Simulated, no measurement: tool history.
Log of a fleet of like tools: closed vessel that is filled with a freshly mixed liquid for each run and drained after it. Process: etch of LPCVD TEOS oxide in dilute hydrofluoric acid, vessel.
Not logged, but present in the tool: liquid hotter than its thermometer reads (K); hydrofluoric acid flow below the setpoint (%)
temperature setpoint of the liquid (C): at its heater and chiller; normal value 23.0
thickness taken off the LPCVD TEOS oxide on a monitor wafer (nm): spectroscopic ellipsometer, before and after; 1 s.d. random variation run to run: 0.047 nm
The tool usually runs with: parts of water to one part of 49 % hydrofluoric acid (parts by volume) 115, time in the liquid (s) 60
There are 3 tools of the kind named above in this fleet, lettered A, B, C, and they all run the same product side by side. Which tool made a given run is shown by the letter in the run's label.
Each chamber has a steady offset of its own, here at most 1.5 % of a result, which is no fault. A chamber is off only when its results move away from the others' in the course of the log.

run	day	temperature setpoint of the liquid (C)	parts of water to one part of 49 % hydrofluoric acid (parts by volume)	time in the liquid (s)	hours since the thermometer was replaced	hours since the hydrofluoric acid flow meter was replaced	read-back film thickness of the LPCVD TEOS oxide reference wafer, read on the same gauge (nm)	thickness taken off the LPCVD TEOS oxide on a monitor wafer (nm)
1A	0.354	23.0	115	60	468.1	283.6	140.01	8.9082
2C	0.804	23.0	115	60	126.9	1444.7	139.99	8.9755
3B	1.083	23.0	115	60	2553.8	947.5	139.96	8.9077
4B	1.408	23.0	115	60	2561.6	955.3	140.01	8.8497
5C	1.833	23.0	115	60	151.6	1469.4	139.98	8.9651
6A	2.112	23.0	115	60	510.3	325.8	139.97	8.7751
7C	2.358	23.0	115	60	164.2	1482.0	140.03	8.9766
8A	2.721	23.0	115	60	524.9	340.4	140.02	8.7923
9B	3.146	23.0	115	60	2603.3	997.0	140.00	8.8894
10C	3.504	23.0	115	60	191.7	1509.5	140.01	8.9562
11A	3.712	27.0	115	60	548.7	364.2	140.00	10.1620
12B	4.129	27.0	115	60	2626.9	1020.6	139.99	10.3230
13C	4.512	27.0	115	60	215.9	1533.7	140.02	10.3930
14B	4.829	23.0	115	60	2643.7	1037.4	140.02	8.8442
15A	5.033	23.0	115	60	580.4	395.9	139.97	8.7166
# day 5.338: chamber C: hydrofluoric acid flow meter replaced
16C	5.467	23.0	115	60	238.8	3.1	140.00	8.9111
17B	5.867	21.5	55	60	2668.6	1062.3	139.99	18.5720
18A	6.254	21.5	55	60	609.7	425.2	140.00	18.4640
19C	6.625	21.5	55	60	266.6	30.9	140.00	19.1030
20A	6.946	23.0	115	60	626.3	441.8	139.96	8.6510
21B	7.333	23.0	115	60	2703.8	1097.5	139.99	8.8488
22C	7.638	23.0	115	60	290.9	55.2	140.00	8.8589
23A	7.896	23.0	115	60	649.1	464.6	140.08	8.5953
24B	8.138	23.0	65	60	2723.1	1116.8	140.05	16.4100
25B	8.354	23.0	65	60	2728.3	1122.0	140.04	16.4460
26A	8.750	23.0	65	60	669.6	485.1	139.95	16.2440
27C	8.958	23.0	115	60	322.6	86.9	140.03	8.8241
28C	9.338	23.0	115	60	331.7	96.0	139.99	8.9617

The same settings go to every chamber for the next run, one line per chamber below. Forecast the results for each:
29A	9.662	23.0	115	60				?
29B	9.662	23.0	115	60				?
29C	9.662	23.0	115	60				?

run	thickness taken off the LPCVD TEOS oxide on a monitor wafer (nm)
29A	8.6507
29B	8.9050
29C	8.9047
